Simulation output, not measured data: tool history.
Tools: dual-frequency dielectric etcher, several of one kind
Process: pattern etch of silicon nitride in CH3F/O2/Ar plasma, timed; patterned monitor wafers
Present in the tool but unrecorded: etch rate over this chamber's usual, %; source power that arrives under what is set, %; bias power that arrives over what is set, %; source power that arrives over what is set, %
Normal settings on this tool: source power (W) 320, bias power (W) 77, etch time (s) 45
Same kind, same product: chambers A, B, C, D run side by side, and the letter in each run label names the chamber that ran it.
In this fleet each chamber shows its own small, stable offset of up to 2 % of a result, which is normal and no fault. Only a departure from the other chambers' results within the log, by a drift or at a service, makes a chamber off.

| run | hour | source power (W) | bias power (W) | etch time (s) | hours since the last wet clean | hours since the last source power generator calibration | hours since the last bias power generator calibration | read-back reference wafer on the same gauge, depth_nm | mean etch depth across the wafer (nm) |
|---|---|---|---|---|---|---|---|---|---|
| 1B | 5.1 | 320 | 77 | 45 | 137.9 | 1720.4 | 119.1 | 33.983 | 29.644 |
| 2C | 12.3 | 320 | 77 | 45 | 93 | 429.6 | 1749.1 | 33.984 | 30.024 |
| 3D | 18.5 | 320 | 77 | 45 | 297.3 | 2610.9 | 57.3 | 34.007 | 29.766 |
| 4A | 26.2 | 320 | 77 | 45 | 180 | 73.7 | 1825.4 | 34.001 | 30.015 |
| 5A | 32.9 | 320 | 77 | 45 | 186.7 | 80.4 | 1832.1 | 34.001 | 29.955 |
| 6B | 38.5 | 320 | 77 | 45 | 171.3 | 1753.8 | 152.5 | 33.979 | 29.476 |
| 7D | 46.2 | 320 | 77 | 45 | 325 | 2638.6 | 85 | 33.995 | 29.798 |
| 8C | 54.6 | 320 | 77 | 45 | 135.3 | 471.9 | 1791.4 | 33.979 | 30.104 |
| 9A | 59.5 | 320 | 77 | 45 | 213.3 | 107 | 1858.7 | 34.002 | 30.172 |
| 10D | 64.1 | 320 | 77 | 45 | 342.9 | 2656.5 | 102.9 | 34.001 | 30.003 |
| 11B | 70.7 | 320 | 77 | 45 | 203.5 | 1786 | 184.7 | 34.038 | 29.742 |
| 12C | 79.5 | 320 | 77 | 45 | 160.2 | 496.8 | 1816.3 | 34 | 30.319 |
| 13A | 86.9 | 320 | 77 | 45 | 240.7 | 134.4 | 1886.1 | 34.008 | 30.022 |
| 14B | 93.4 | 320 | 77 | 45 | 226.2 | 1808.7 | 207.4 | 34.026 | 29.647 |
| 15D | 97.9 | 320 | 77 | 45 | 376.7 | 2690.3 | 136.7 | 34.018 | 29.631 |
| 16C | 102.5 | 320 | 77 | 45 | 183.2 | 519.8 | 1839.3 | 33.954 | 30.276 |
| 17D | 106.7 | 320 | 77 | 45 | 385.5 | 2699.1 | 145.5 | 33.984 | 29.827 |
| 18C | 113.7 | 320 | 77 | 45 | 194.4 | 531 | 1850.5 | 34.015 | 30.279 |
| 19A | 122.4 | 320 | 77 | 45 | 276.2 | 169.9 | 1921.6 | 33.95 | 29.961 |
| 20B | 126.7 | 320 | 77 | 45 | 259.5 | 1842 | 240.7 | 33.967 | 29.776 |
| 21B | 134.9 | 320 | 77 | 45 | 267.7 | 1850.2 | 248.9 | 34.022 | 29.524 |
| 22C | 143.4 | 320 | 77 | 45 | 224.1 | 560.7 | 1880.2 | 33.991 | 30.311 |
| 23A | 151.5 | 320 | 77 | 45 | 305.3 | 199 | 1950.7 | 34.014 | 30.069 |
|  | 154.8 | chamber D: wet clean of the chamber |
| 24D | 159.6 | 320 | 77 | 45 | 4.8 | 2752 | 198.4 | 33.987 | 31.254 |
| 25D | 168.1 | 320 | 77 | 45 | 13.3 | 2760.5 | 206.9 | 33.978 | 31.188 |
| 26A | 173.6 | 320 | 77 | 45 | 327.4 | 221.1 | 1972.8 | 33.966 | 30.044 |
| 27C | 177.9 | 320 | 77 | 45 | 258.6 | 595.2 | 1914.7 | 34.006 | 30.034 |
| 28B | 183.3 | 320 | 83 | 36.5 | 316.1 | 1898.6 | 297.3 | 33.997 | 24.681 |
| 29B | 189.3 | 320 | 83 | 36.5 | 322.1 | 1904.6 | 303.3 | 34.005 | 24.693 |
| 30C | 197.4 | 320 | 83 | 36.5 | 278.1 | 614.7 | 1934.2 | 34.004 | 25.007 |
| 31D | 204.7 | 320 | 83 | 36.5 | 49.9 | 2797.1 | 243.5 | 33.982 | 25.976 |
| 32A | 211.9 | 280 | 77 | 45 | 365.7 | 259.4 | 2011.1 | 34.02 | 28.493 |
|  | 217.1 | chamber A: bias power generator calibrated |
| 33D | 218.3 | 280 | 77 | 45 | 63.5 | 2810.7 | 257.1 | 34.012 | 29.6 |
| 34C | 224.5 | 280 | 77 | 45 | 305.2 | 641.8 | 1961.3 | 33.977 | 28.606 |
| 35A | 232.9 | 280 | 77 | 45 | 386.7 | 280.4 | 15.8 | 34.017 | 28.492 |
| 36B | 239.1 | 320 | 77 | 45 | 371.9 | 1954.4 | 353.1 | 34.013 | 29.547 |
| 37B | 246.6 | 320 | 77 | 45 | 379.4 | 1961.9 | 360.6 | 34.009 | 29.877 |
| 38A | 250.7 | 320 | 77 | 45 | 404.5 | 298.2 | 33.6 | 33.982 | 29.89 |
| 39C | 254.5 | 320 | 77 | 45 | 335.2 | 671.8 | 1991.3 | 33.982 | 30.195 |

Does one chamber stand apart from the rest, does the shared gauge drift, or is all well apart from small per-chamber offsets? Give the chamber and the most likely cause, where there is one.

A service on chamber D put it out of line with the rest.
Likeliest cause: etch rate over this chamber's usual, % = 5.09.

Which of the 4 candidates below, each the usual settings with something changed and its results left as question marks, puts chamber D back in line with what the other chambers give on the usual settings?
To be in line, a result may differ from the other chambers' mean on the usual settings by at most: mean etch depth across the wafer (nm) 0.45
| 40D-1 | 260.8 | 320 | 77 | 43 |  |  |  |  | ? |
| 40D-2 | 260.8 | 310 | 76 | 42 |  |  |  |  | ? |
| 40D-3 | 260.8 | 340 | 82 | 45 |  |  |  |  | ? |
| 40D-4 | 260.8 | 320 | 77 | 49 |  |  |  |  | ? |

What the other chambers average on the usual settings: mean etch depth across the wafer (nm) 29.913
| run | mean etch depth across the wafer (nm) |
|---|---|
| 40D-1 | 29.952 |
| 40D-2 | 28.775 |
| 40D-3 | 32.797 |
| 40D-4 | 34.131 |
With 40D-1, the chamber falls back in line with the rest.
